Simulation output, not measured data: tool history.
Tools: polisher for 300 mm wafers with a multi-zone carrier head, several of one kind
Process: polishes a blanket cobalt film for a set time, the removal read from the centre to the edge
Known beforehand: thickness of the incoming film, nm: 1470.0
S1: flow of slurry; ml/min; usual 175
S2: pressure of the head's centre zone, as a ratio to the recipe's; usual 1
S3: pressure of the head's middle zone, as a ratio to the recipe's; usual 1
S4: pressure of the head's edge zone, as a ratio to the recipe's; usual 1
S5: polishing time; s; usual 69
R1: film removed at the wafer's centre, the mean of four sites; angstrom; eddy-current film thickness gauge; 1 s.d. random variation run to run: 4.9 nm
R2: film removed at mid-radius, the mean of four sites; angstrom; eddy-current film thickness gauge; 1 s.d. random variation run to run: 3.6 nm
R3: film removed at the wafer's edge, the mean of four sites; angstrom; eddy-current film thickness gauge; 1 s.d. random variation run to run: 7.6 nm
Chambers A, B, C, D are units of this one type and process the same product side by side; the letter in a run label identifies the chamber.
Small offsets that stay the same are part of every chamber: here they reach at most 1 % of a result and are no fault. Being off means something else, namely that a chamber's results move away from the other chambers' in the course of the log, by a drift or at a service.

run 1D hour=15.1 | S1=175 S2=1 S3=1 S4=1 S5=69 | R1=5139.2 R2=5078.6 R3=5087.9
-- hour=21.3 chamber D: worn pad replaced by a new one
run 2C hour=26.2 | S1=175 S2=1 S3=1 S4=1 S5=69 | R1=5043.9 R2=5020.2 R3=5019.2
run 3A hour=36.3 | S1=175 S2=1 S3=1 S4=1 S5=69 | R1=5072.8 R2=5097 R3=5189.3
run 4B hour=46.5 | S1=175 S2=1 S3=1 S4=1 S5=69 | R1=5111.8 R2=5050 R3=5174.8
run 5B hour=58.2 | S1=175 S2=1 S3=1 S4=1 S5=69 | R1=5129.4 R2=5165.8 R3=5101.8
-- hour=66.4 chamber B: centre zone pressure recalibrated
run 6A hour=68.9 | S1=175 S2=1 S3=1 S4=1 S5=69 | R1=5177.9 R2=5001.7 R3=4984.1
-- hour=78.7 chamber C: worn pad replaced by a new one
run 7C hour=78.7 | S1=175 S2=1 S3=1 S4=1 S5=69 | R1=5053.4 R2=5128.2 R3=5154.3
-- hour=79.5 chamber C: edge zone pressure recalibrated
-- hour=83.7 chamber A: worn pad replaced by a new one
-- hour=91.9 chamber B: worn pad replaced by a new one
run 8D hour=92.2 | S1=175 S2=1 S3=1 S4=1 S5=69 | R1=5101.7 R2=5067 R3=5172.6
run 9C hour=106.9 | S1=210 S2=1 S3=1 S4=1.08 S5=69 | R1=5284.2 R2=5298.3 R3=5463.7
run 10D hour=118.5 | S1=210 S2=1 S3=1 S4=1.08 S5=69 | R1=5208.1 R2=5231 R3=5346.5
-- hour=132.2 chamber D: worn pad replaced by a new one
run 11B hour=132.6 | S1=210 S2=1 S3=1 S4=1.08 S5=69 | R1=5345.3 R2=5226.3 R3=5523.7
-- hour=142 chamber C: centre zone pressure recalibrated
run 12A hour=144.4 | S1=210 S2=1 S3=1 S4=1.08 S5=69 | R1=5236.3 R2=5222.7 R3=5546.3
run 13B hour=154.9 | S1=175 S2=1 S3=1 S4=1 S5=69 | R1=5216.1 R2=5100.2 R3=5143.4
run 14C hour=170.6 | S1=175 S2=1 S3=1 S4=1.04 S5=57 | R1=4256.1 R2=4192.1 R3=4324
-- hour=174.2 chamber D: slurry nozzle cleaned
run 15D hour=183 | S1=175 S2=1 S3=1 S4=1.04 S5=57 | R1=4294.3 R2=4200 R3=4377
-- hour=185.8 chamber C: worn pad replaced by a new one
-- hour=187.6 chamber B: worn pad replaced by a new one
-- hour=189.5 chamber C: slurry nozzle cleaned
run 16A hour=190.4 | S1=175 S2=1 S3=1 S4=1.04 S5=57 | R1=4236.1 R2=4128.7 R3=4277.8
-- hour=192.7 chamber A: worn pad replaced by a new one
run 17B hour=204.7 | S1=175 S2=1 S3=1 S4=1.04 S5=57 | R1=4238 R2=4203.4 R3=4375.3
-- hour=219.1 chamber D: edge zone pressure recalibrated
run 18A hour=219.4 | S1=175 S2=1 S3=1 S4=1 S5=69 | R1=5078.9 R2=5113.1 R3=5138.1
run 19C hour=228.4 | S1=175 S2=1 S3=1 S4=1 S5=69 | R1=5044.4 R2=5091.4 R3=5180.2
run 20D hour=238.8 | S1=175 S2=1 S3=1 S4=1 S5=69 | R1=5163.6 R2=5108.7 R3=5196.7
run 21B hour=253.6 | S1=175 S2=1 S3=1 S4=1 S5=69 | R1=5157.1 R2=5064.8 R3=5107.8
-- hour=253.8 chamber D: worn pad replaced by a new one
run 22C hour=264.7 | S1=175 S2=1 S3=1 S4=1 S5=69 | R1=5166.2 R2=5151.8 R3=5001.6
-- hour=270.7 chamber C: worn pad replaced by a new one
run 23D hour=278.3 | S1=175 S2=1 S3=1 S4=1 S5=69 | R1=5147.6 R2=5112 R3=5190.4
-- hour=283.1 chamber B: worn pad replaced by a new one
-- hour=285.5 chamber A: centre zone pressure recalibrated
run 24A hour=288.1 | S1=175 S2=1 S3=1 S4=1.1 S5=69 | R1=5067.6 R2=5046.7 R3=5329.6
run 25B hour=297.7 | S1=175 S2=1 S3=1 S4=1.1 S5=69 | R1=5153.1 R2=5167.3 R3=5368.8
-- hour=300.1 chamber A: worn pad replaced by a new one
run 26D hour=310.5 | S1=175 S2=1 S3=1 S4=1.1 S5=69 | R1=5120 R2=5076.2 R3=5344.5
-- hour=311.2 chamber D: centre zone pressure recalibrated
run 27A hour=319.6 | S1=175 S2=1 S3=1 S4=1.1 S5=69 | R1=5106 R2=5110.1 R3=5441.8
run 28C hour=332.8 | S1=175 S2=1 S3=1 S4=1 S5=69 | R1=5068.5 R2=5193.3 R3=5135.1
run 29D hour=341.9 | S1=175 S2=1 S3=1 S4=1 S5=69 | R1=5815.9 R2=5060.9 R3=5212.5
run 30B hour=351.3 | S1=175 S2=1 S3=1 S4=1 S5=69 | R1=5111.2 R2=5155.8 R3=5099.6
run 31A hour=360.8 | S1=175 S2=1 S3=1 S4=1 S5=69 | R1=5136.6 R2=5094.2 R3=5066.9
-- hour=371.3 chamber D: worn pad replaced by a new one
-- hour=374.8 chamber C: worn pad replaced by a new one
run 32C hour=375.1 | S1=175 S2=1 S3=1 S4=1 S5=69 | R1=5167.3 R2=5051.5 R3=5105
-- hour=384.4 chamber B: worn pad replaced by a new one
run 33B hour=390 | S1=175 S2=1 S3=1 S4=1 S5=69 | R1=5148.2 R2=5129.2 R3=5214
-- hour=396.4 chamber A: worn pad replaced by a new one
run 34A hour=405.2 | S1=200 S2=1 S3=1 S4=1 S5=69 | R1=5238.4 R2=5176 R3=5185.9
run 35C hour=420.9 | S1=200 S2=1 S3=1 S4=1 S5=69 | R1=5157.8 R2=5177.6 R3=5281.7
-- hour=421.3 chamber A: edge zone pressure recalibrated
run 36D hour=428.6 | S1=200 S2=1 S3=1 S4=1 S5=69 | R1=5820.4 R2=5223.2 R3=5168.6
run 37B hour=443.8 | S1=200 S2=1 S3=1 S4=1 S5=69 | R1=5292.2 R2=5205.3 R3=5277.2
run 38D hour=452.8 | S1=175 S2=1 S3=1 S4=1 S5=69 | R1=5712 R2=5139.7 R3=5109.7
run 39C hour=463.6 | S1=175 S2=1 S3=1 S4=1 S5=61 | R1=4492.9 R2=4563 R3=4500.2
-- hour=467.9 chamber C: worn pad replaced by a new one
run 40A hour=471 | S1=175 S2=1 S3=1 S4=1 S5=61 | R1=4517.4 R2=4551.8 R3=4530.9
run 41C hour=484.7 | S1=175 S2=1 S3=1 S4=1 S5=61 | R1=4504.1 R2=4495.8 R3=4692.2

Is one chamber off against the others, does the gauge drift, or is nothing wrong? If a chamber is off, say which, and what the likeliest cause is.

Chamber D came out of a service off from its peers and stayed that way.
Cause: centre zone's pressure above its setpoint, % = 10.1.

Which of the 4 candidates below, each the usual settings with something changed and its results left as question marks, puts chamber D back in line with what the other chambers give on the usual settings?
In line here means within this much of the mean the other chambers give on the usual settings: R1 170 angstrom; R2 130 angstrom; R3 260 angstrom
run 42D-1 hour=496.4 | S1=165 S2=0.87 S3=1.03 S4=1.05 S5=68 | R1=? R2=? R3=?
run 42D-2 hour=496.4 | S1=170 S2=0.92 S3=1.02 S4=1.03 S5=68 | R1=? R2=? R3=?
run 42D-3 hour=496.4 | S1=180 S2=1.08 S3=0.98 S4=0.97 S5=70 | R1=? R2=? R3=?
run 42D-4 hour=496.4 | S1=185 S2=1.14 S3=0.97 S4=0.95 S5=71 | R1=? R2=? R3=?

The other chambers' mean on the usual settings: R1 5104 angstrom; R2 5092.5 angstrom; R3 5130.2 angstrom
run=42D-1 R1=4766 R2=5128.7 R3=5144.6
run=42D-2 R1=5099.5 R2=5107.9 R3=5112.2
run=42D-3 R1=6323.3 R2=5114 R3=5139.1
run=42D-4 R1=6834 R2=5159.6 R3=5174.5
42D-2 brings the chamber back in line.
